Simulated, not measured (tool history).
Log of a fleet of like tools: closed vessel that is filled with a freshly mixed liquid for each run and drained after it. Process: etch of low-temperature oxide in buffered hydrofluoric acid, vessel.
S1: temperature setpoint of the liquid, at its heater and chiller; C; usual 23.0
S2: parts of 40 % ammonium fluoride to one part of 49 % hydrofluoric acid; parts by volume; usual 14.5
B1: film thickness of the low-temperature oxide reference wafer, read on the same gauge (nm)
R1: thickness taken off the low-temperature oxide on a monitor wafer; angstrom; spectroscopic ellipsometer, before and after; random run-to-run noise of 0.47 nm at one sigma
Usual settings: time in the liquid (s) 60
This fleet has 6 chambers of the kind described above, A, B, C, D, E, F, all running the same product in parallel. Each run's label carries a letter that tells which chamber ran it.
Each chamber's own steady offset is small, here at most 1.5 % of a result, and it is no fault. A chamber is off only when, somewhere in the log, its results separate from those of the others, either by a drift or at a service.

run 1D hour=4.6 | S1=23.0 S2=14.5 time_in_the_liquid_(s)=60 | B1=79.986 | R1=796.17
run 2C hour=8.8 | S1=23.0 S2=14.5 time_in_the_liquid_(s)=60 | B1=80.007 | R1=799.84
run 3A hour=13.9 | S1=23.0 S2=14.5 time_in_the_liquid_(s)=60 | B1=79.986 | R1=809.81
run 4E hour=16.5 | S1=23.0 S2=14.5 time_in_the_liquid_(s)=60 | B1=80.004 | R1=789.85
run 5B hour=20.1 | S1=23.0 S2=14.5 time_in_the_liquid_(s)=60 | B1=79.980 | R1=798.10
run 6F hour=23.3 | S1=25.0 S2=11.5 time_in_the_liquid_(s)=60 | B1=79.962 | R1=1119.30
run 7D hour=28.7 | S1=25.0 S2=11.5 time_in_the_liquid_(s)=60 | B1=79.972 | R1=1130.90
run 8A hour=32.3 | S1=25.0 S2=11.5 time_in_the_liquid_(s)=60 | B1=80.017 | R1=1122.00
run 9B hour=35.4 | S1=25.0 S2=11.5 time_in_the_liquid_(s)=60 | B1=80.002 | R1=1135.30
run 10C hour=38.3 | S1=25.0 S2=11.5 time_in_the_liquid_(s)=60 | B1=80.009 | R1=1154.80
run 11F hour=41.3 | S1=25.0 S2=11.5 time_in_the_liquid_(s)=60 | B1=79.971 | R1=1120.30
run 12E hour=46.7 | S1=23.0 S2=14.5 time_in_the_liquid_(s)=60 | B1=80.007 | R1=793.18
run 13F hour=50.1 | S1=23.0 S2=14.5 time_in_the_liquid_(s)=60 | B1=79.984 | R1=796.04
run 14C hour=54.0 | S1=23.0 S2=14.5 time_in_the_liquid_(s)=60 | B1=80.008 | R1=819.40
run 15B hour=59.0 | S1=23.0 S2=14.5 time_in_the_liquid_(s)=60 | B1=79.990 | R1=811.06
run 16E hour=64.4 | S1=23.0 S2=14.5 time_in_the_liquid_(s)=60 | B1=79.989 | R1=792.26
run 17A hour=69.3 | S1=23.0 S2=14.5 time_in_the_liquid_(s)=60 | B1=80.003 | R1=803.75
run 18D hour=72.4 | S1=23.0 S2=14.5 time_in_the_liquid_(s)=60 | B1=80.035 | R1=804.27
run 19E hour=76.3 | S1=23.0 S2=14.5 time_in_the_liquid_(s)=60 | B1=79.986 | R1=790.72
run 20C hour=79.3 | S1=25.5 S2=14.5 time_in_the_liquid_(s)=60 | B1=80.011 | R1=973.07
run 21F hour=82.8 | S1=25.5 S2=14.5 time_in_the_liquid_(s)=60 | B1=79.964 | R1=929.70
run 22D hour=87.7 | S1=25.5 S2=14.5 time_in_the_liquid_(s)=60 | B1=80.020 | R1=918.17
run 23B hour=90.8 | S1=25.5 S2=14.5 time_in_the_liquid_(s)=60 | B1=80.004 | R1=917.10
run 24A hour=94.0 | S1=25.5 S2=14.5 time_in_the_liquid_(s)=60 | B1=80.036 | R1=927.36
run 25B hour=96.9 | S1=25.5 S2=14.5 time_in_the_liquid_(s)=60 | B1=80.008 | R1=923.61
run 26D hour=101.7 | S1=23.0 S2=14.5 time_in_the_liquid_(s)=60 | B1=79.993 | R1=803.84
run 27C hour=106.2 | S1=23.0 S2=14.5 time_in_the_liquid_(s)=60 | B1=80.031 | R1=847.67
-- hour=107.4 chamber F: thermometer replaced
run 28E hour=109.3 | S1=23.0 S2=14.5 time_in_the_liquid_(s)=60 | B1=80.001 | R1=795.92
run 29F hour=112.0 | S1=26.5 S2=14.5 time_in_the_liquid_(s)=60 | B1=79.972 | R1=969.51
run 30A hour=114.5 | S1=26.5 S2=14.5 time_in_the_liquid_(s)=60 | B1=79.972 | R1=988.24
run 31A hour=117.9 | S1=26.5 S2=14.5 time_in_the_liquid_(s)=60 | B1=79.989 | R1=981.52
run 32E hour=120.8 | S1=26.5 S2=14.5 time_in_the_liquid_(s)=60 | B1=80.034 | R1=964.94
run 33B hour=126.1 | S1=26.5 S2=14.5 time_in_the_liquid_(s)=60 | B1=79.984 | R1=985.64
run 34F hour=128.9 | S1=26.5 S2=14.5 time_in_the_liquid_(s)=60 | B1=79.976 | R1=967.92
-- hour=130.8 chamber D: thermometer replaced
-- hour=133.0 chamber A: thermometer replaced
run 35D hour=133.4 | S1=23.0 S2=14.5 time_in_the_liquid_(s)=60 | B1=79.986 | R1=802.56
run 36C hour=136.2 | S1=23.0 S2=14.5 time_in_the_liquid_(s)=60 | B1=79.985 | R1=864.73
run 37C hour=140.0 | S1=23.0 S2=14.5 time_in_the_liquid_(s)=60 | B1=80.031 | R1=870.38
run 38A hour=145.1 | S1=23.0 S2=14.5 time_in_the_liquid_(s)=60 | B1=80.053 | R1=804.06
run 39F hour=150.3 | S1=23.0 S2=14.5 time_in_the_liquid_(s)=60 | B1=79.998 | R1=798.47

Does one chamber stand apart from the rest, does the shared gauge drift, or is all well apart from small per-chamber offsets? Give the chamber and the most likely cause, where there is one.

It is chamber C that slowly wanders off from its peers.
Most likely cause: hydrofluoric acid flow above the setpoint (%) = 8.5.
From this log alone, it may not be told apart from: liquid hotter than its thermometer reads (K).

Which of the 4 candidates below, each the usual settings with something changed and its results left as question marks, puts chamber C back in line with what the other chambers give on the usual settings?
In line here means within this much of the mean the other chambers give on the usual settings: R1 17.00 angstrom
run 40C-1 hour=154.3 | S1=21.5 S2=14.5 time_in_the_liquid_(s)=60 | R1=?
run 40C-2 hour=154.3 | S1=20.5 S2=14.5 time_in_the_liquid_(s)=60 | R1=?
run 40C-3 hour=154.3 | S1=23.5 S2=14.0 time_in_the_liquid_(s)=65 | R1=?
run 40C-4 hour=154.3 | S1=23.0 S2=14.5 time_in_the_liquid_(s)=65 | R1=?

On the usual settings, the other chambers give on average: R1 802.36 angstrom
run=40C-1 R1=806.31
run=40C-2 R1=763.50
run=40C-3 R1=1007.80
run=40C-4 R1=947.87
40C-1 puts the chamber back in line with the other chambers.
